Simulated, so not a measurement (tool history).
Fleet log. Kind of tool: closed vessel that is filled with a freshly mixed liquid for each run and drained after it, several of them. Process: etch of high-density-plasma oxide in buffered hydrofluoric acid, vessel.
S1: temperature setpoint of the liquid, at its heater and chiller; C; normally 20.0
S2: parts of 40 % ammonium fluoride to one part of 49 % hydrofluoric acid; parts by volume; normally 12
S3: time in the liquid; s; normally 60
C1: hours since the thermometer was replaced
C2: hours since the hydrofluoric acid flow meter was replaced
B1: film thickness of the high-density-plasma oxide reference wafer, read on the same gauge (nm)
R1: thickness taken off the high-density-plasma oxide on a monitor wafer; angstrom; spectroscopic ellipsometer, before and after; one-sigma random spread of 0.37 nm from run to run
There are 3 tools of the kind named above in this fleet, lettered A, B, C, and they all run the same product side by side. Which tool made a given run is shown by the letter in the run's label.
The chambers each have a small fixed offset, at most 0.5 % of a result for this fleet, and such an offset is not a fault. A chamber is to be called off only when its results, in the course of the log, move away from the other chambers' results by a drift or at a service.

Run 1B, hour 10.9: usual settings; C1 271.0; C2 1121.8; B1 129.98. Result: R1 532.95 angstrom.
Run 2A, hour 15.8: usual settings; C1 972.4; C2 123.8; B1 129.95. Result: R1 528.03 angstrom.
Run 3C, hour 23.8: usual settings; C1 962.3; C2 28.6; B1 129.98. Result: R1 532.41 angstrom.
At hour 27.9: chamber C: thermometer replaced.
Run 4A, hour 29.5: usual settings; C1 986.1; C2 137.5; B1 130.03. Result: R1 531.46 angstrom.
Run 5C, hour 39.3: usual settings; C1 11.5; C2 44.1; B1 130.03. Result: R1 529.17 angstrom.
Run 6B, hour 49.5: usual settings but S1 17.5 C, S2 9 parts by volume; C1 309.6; C2 1160.4; B1 130.03. Result: R1 596.19 angstrom.
Run 7C, hour 60.4: usual settings but S1 17.5 C, S2 9 parts by volume; C1 32.6; C2 65.2; B1 130.02. Result: R1 596.75 angstrom.
Run 8A, hour 67.7: usual settings but S1 17.5 C, S2 9 parts by volume; C1 1024.3; C2 175.7; B1 129.97. Result: R1 594.07 angstrom.
Run 9B, hour 74.9: usual settings; C1 335.0; C2 1185.8; B1 130.00. Result: R1 534.79 angstrom.
Run 10C, hour 81.9: usual settings; C1 54.1; C2 86.7; B1 129.99. Result: R1 531.52 angstrom.
Run 11B, hour 89.1: usual settings; C1 349.2; C2 1200.0; B1 130.00. Result: R1 526.01 angstrom.
Run 12A, hour 100.3: usual settings; C1 1056.9; C2 208.3; B1 130.00. Result: R1 537.52 angstrom.
Run 13C, hour 106.2: usual settings; C1 78.4; C2 111.0; B1 130.00. Result: R1 531.05 angstrom.
Run 14A, hour 111.4: usual settings but S3 70 s; C1 1068.0; C2 219.4; B1 129.99. Result: R1 623.18 angstrom.
Run 15B, hour 116.6: usual settings but S3 70 s; C1 376.7; C2 1227.5; B1 130.01. Result: R1 620.52 angstrom.
Run 16C, hour 124.1: usual settings but S3 70 s; C1 96.3; C2 128.9; B1 129.99. Result: R1 621.67 angstrom.
Run 17B, hour 130.5: usual settings; C1 390.6; C2 1241.4; B1 129.97. Result: R1 535.27 angstrom.
Run 18A, hour 139.5: usual settings; C1 1096.1; C2 247.5; B1 129.98. Result: R1 530.72 angstrom.
Run 19A, hour 145.6: usual settings; C1 1102.2; C2 253.6; B1 129.98. Result: R1 527.53 angstrom.
Run 20C, hour 150.9: usual settings; C1 123.1; C2 155.7; B1 129.96. Result: R1 530.67 angstrom.
Run 21B, hour 157.4: usual settings; C1 417.5; C2 1268.3; B1 129.97. Result: R1 528.88 angstrom.
Run 22B, hour 163.6: usual settings; C1 423.7; C2 1274.5; B1 129.98. Result: R1 535.05 angstrom.
Run 23A, hour 172.3: usual settings; C1 1128.9; C2 280.3; B1 130.03. Result: R1 529.40 angstrom.
Run 24C, hour 178.4: usual settings; C1 150.6; C2 183.2; B1 130.02. Result: R1 525.71 angstrom.
Run 25B, hour 184.0: usual settings; C1 444.1; C2 1294.9; B1 130.01. Result: R1 529.11 angstrom.
Run 26A, hour 192.8: usual settings; C1 1149.4; C2 300.8; B1 129.98. Result: R1 534.69 angstrom.
Run 27C, hour 201.4: usual settings; C1 173.6; C2 206.2; B1 129.99. Result: R1 528.32 angstrom.
Run 28B, hour 211.3: usual settings; C1 471.4; C2 1322.2; B1 129.97. Result: R1 532.09 angstrom.
Run 29A, hour 222.3: usual settings but S1 17.0 C, S3 30 s; C1 1178.9; C2 330.3; B1 130.03. Result: R1 223.59 angstrom.
Run 30C, hour 232.5: usual settings but S1 17.0 C, S3 30 s; C1 204.7; C2 237.3; B1 129.97. Result: R1 225.42 angstrom.
Run 31A, hour 242.6: usual settings but S1 17.0 C, S3 30 s; C1 1199.2; C2 350.6; B1 129.97. Result: R1 224.45 angstrom.
Run 32C, hour 248.7: usual settings; C1 220.9; C2 253.5; B1 129.94. Result: R1 532.88 angstrom.
Run 33B, hour 254.7: usual settings but S2 10 parts by volume; C1 514.8; C2 1365.6; B1 130.02. Result: R1 630.45 angstrom.

Next, all 3 chambers run the settings below, one line each with question marks for the results. What does each chamber give?
Run 34A, hour 262.7: usual settings but S1 18.5 C. Result: R1 ?.
Run 34B, hour 262.7: usual settings but S1 18.5 C. Result: R1 ?.
Run 34C, hour 262.7: usual settings but S1 18.5 C. Result: R1 ?.

run      R1
34A  490.51
34B  490.82
34C  489.44

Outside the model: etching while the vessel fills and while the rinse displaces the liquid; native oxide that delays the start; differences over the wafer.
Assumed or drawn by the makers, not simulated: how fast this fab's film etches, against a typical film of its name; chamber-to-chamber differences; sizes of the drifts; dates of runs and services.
